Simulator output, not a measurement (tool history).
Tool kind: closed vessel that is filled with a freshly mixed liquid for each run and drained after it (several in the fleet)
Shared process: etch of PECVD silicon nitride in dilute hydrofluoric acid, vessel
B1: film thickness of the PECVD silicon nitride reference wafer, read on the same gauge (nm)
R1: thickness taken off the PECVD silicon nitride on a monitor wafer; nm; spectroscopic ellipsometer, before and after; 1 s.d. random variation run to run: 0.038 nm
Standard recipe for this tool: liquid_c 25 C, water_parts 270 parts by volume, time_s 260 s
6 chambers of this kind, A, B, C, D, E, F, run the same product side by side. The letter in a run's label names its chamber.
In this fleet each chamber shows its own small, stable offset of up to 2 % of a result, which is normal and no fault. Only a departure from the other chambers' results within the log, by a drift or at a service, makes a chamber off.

Run 1C, hour 9.5: usual settings; B1 59.994. Result: R1 4.6894 nm.
Run 2E, hour 19.7: usual settings; B1 60.011. Result: R1 4.6982 nm.
Run 3A, hour 29.7: usual settings; B1 60.013. Result: R1 4.7645 nm.
Run 4D, hour 39.5: usual settings; B1 60.021. Result: R1 4.7547 nm.
Run 5F, hour 46.2: usual settings; B1 59.999. Result: R1 4.7641 nm.
Run 6B, hour 54.3: usual settings; B1 60.023. Result: R1 4.7347 nm.
Run 7C, hour 65.5: usual settings but liquid_c 29 C; B1 60.004. Result: R1 6.0168 nm.
Run 8E, hour 80.8: usual settings but liquid_c 29 C; B1 59.976. Result: R1 5.8721 nm.
Run 9B, hour 91.6: usual settings but liquid_c 29 C; B1 60.003. Result: R1 6.0214 nm.
Run 10F, hour 99.5: usual settings but liquid_c 29 C; B1 60.004. Result: R1 5.9871 nm.
At hour 103.3: chamber C: hydrofluoric acid flow meter replaced.
Run 11D, hour 109.7: usual settings but liquid_c 29 C; B1 59.996. Result: R1 6.113 nm.
At hour 119.1: chamber B: hydrofluoric acid flow meter replaced.
Run 12A, hour 123.8: usual settings but liquid_c 29 C; B1 59.972. Result: R1 6.053 nm.
At hour 134.8: chamber A: hydrofluoric acid flow meter replaced.
Run 13D, hour 136: usual settings; B1 59.983. Result: R1 4.8527 nm.
Run 14F, hour 147.7: usual settings; B1 59.973. Result: R1 4.7655 nm.
Run 15A, hour 155.7: usual settings; B1 59.995. Result: R1 4.7168 nm.
Run 16E, hour 169.8: usual settings; B1 60.008. Result: R1 4.7236 nm.
Run 17C, hour 182.7: usual settings; B1 59.982. Result: R1 4.7025 nm.
Run 18B, hour 193.3: usual settings; B1 60.013. Result: R1 4.7705 nm.
Run 19D, hour 203.4: usual settings but liquid_c 28 C; B1 59.979. Result: R1 5.8655 nm.
Run 20B, hour 216.2: usual settings but liquid_c 28 C; B1 59.986. Result: R1 5.6739 nm.
Run 21E, hour 230: usual settings but liquid_c 28 C; B1 60.013. Result: R1 5.7263 nm.
Run 22F, hour 238.6: usual settings but liquid_c 28 C; B1 59.963. Result: R1 5.6983 nm.
Run 23A, hour 247: usual settings but liquid_c 28 C; B1 60.001. Result: R1 5.7193 nm.
Run 24C, hour 261.6: usual settings but liquid_c 28 C; B1 59.968. Result: R1 5.6971 nm.
Run 25B, hour 271.1: usual settings; B1 59.973. Result: R1 4.8265 nm.
Run 26C, hour 281.1: usual settings; B1 60.043. Result: R1 4.7415 nm.
Run 27F, hour 288: usual settings; B1 59.992. Result: R1 4.7001 nm.
Run 28D, hour 297.7: usual settings; B1 60.034. Result: R1 4.7968 nm.
Run 29A, hour 305: usual settings; B1 60.003. Result: R1 4.7716 nm.
Run 30E, hour 313.4: usual settings; B1 59.977. Result: R1 4.7238 nm.
Run 31C, hour 326.7: usual settings; B1 59.965. Result: R1 4.7255 nm.
Run 32D, hour 337.3: usual settings; B1 60.015. Result: R1 4.7791 nm.
Run 33B, hour 347.8: usual settings but liquid_c 22 C, time_s 360 s; B1 60.014. Result: R1 5.4324 nm.
Run 34F, hour 360: usual settings but liquid_c 22 C, time_s 360 s; B1 59.985. Result: R1 5.446 nm.
Run 35A, hour 371.5: usual settings but liquid_c 22 C, time_s 360 s; B1 59.991. Result: R1 5.4694 nm.
Run 36E, hour 381.9: usual settings but liquid_c 22 C, time_s 360 s; B1 60.03. Result: R1 5.4189 nm.
Run 37E, hour 391.4: usual settings but liquid_c 22 C, time_s 360 s; B1 60.003. Result: R1 5.3889 nm.

All chambers now run identical settings, listed one chamber a line with results as question marks. What results will each chamber show?
Run 38A, hour 402.4: usual settings but liquid_c 21.5 C. Result: R1 ?.
Run 38B, hour 402.4: usual settings but liquid_c 21.5 C. Result: R1 ?.
Run 38C, hour 402.4: usual settings but liquid_c 21.5 C. Result: R1 ?.
Run 38D, hour 402.4: usual settings but liquid_c 21.5 C. Result: R1 ?.
Run 38E, hour 402.4: usual settings but liquid_c 21.5 C. Result: R1 ?.
Run 38F, hour 402.4: usual settings but liquid_c 21.5 C. Result: R1 ?.

run      R1
38A  3.7777
38B  3.8146
38C  3.7877
38D  3.7898
38E   3.812
38F  3.8269

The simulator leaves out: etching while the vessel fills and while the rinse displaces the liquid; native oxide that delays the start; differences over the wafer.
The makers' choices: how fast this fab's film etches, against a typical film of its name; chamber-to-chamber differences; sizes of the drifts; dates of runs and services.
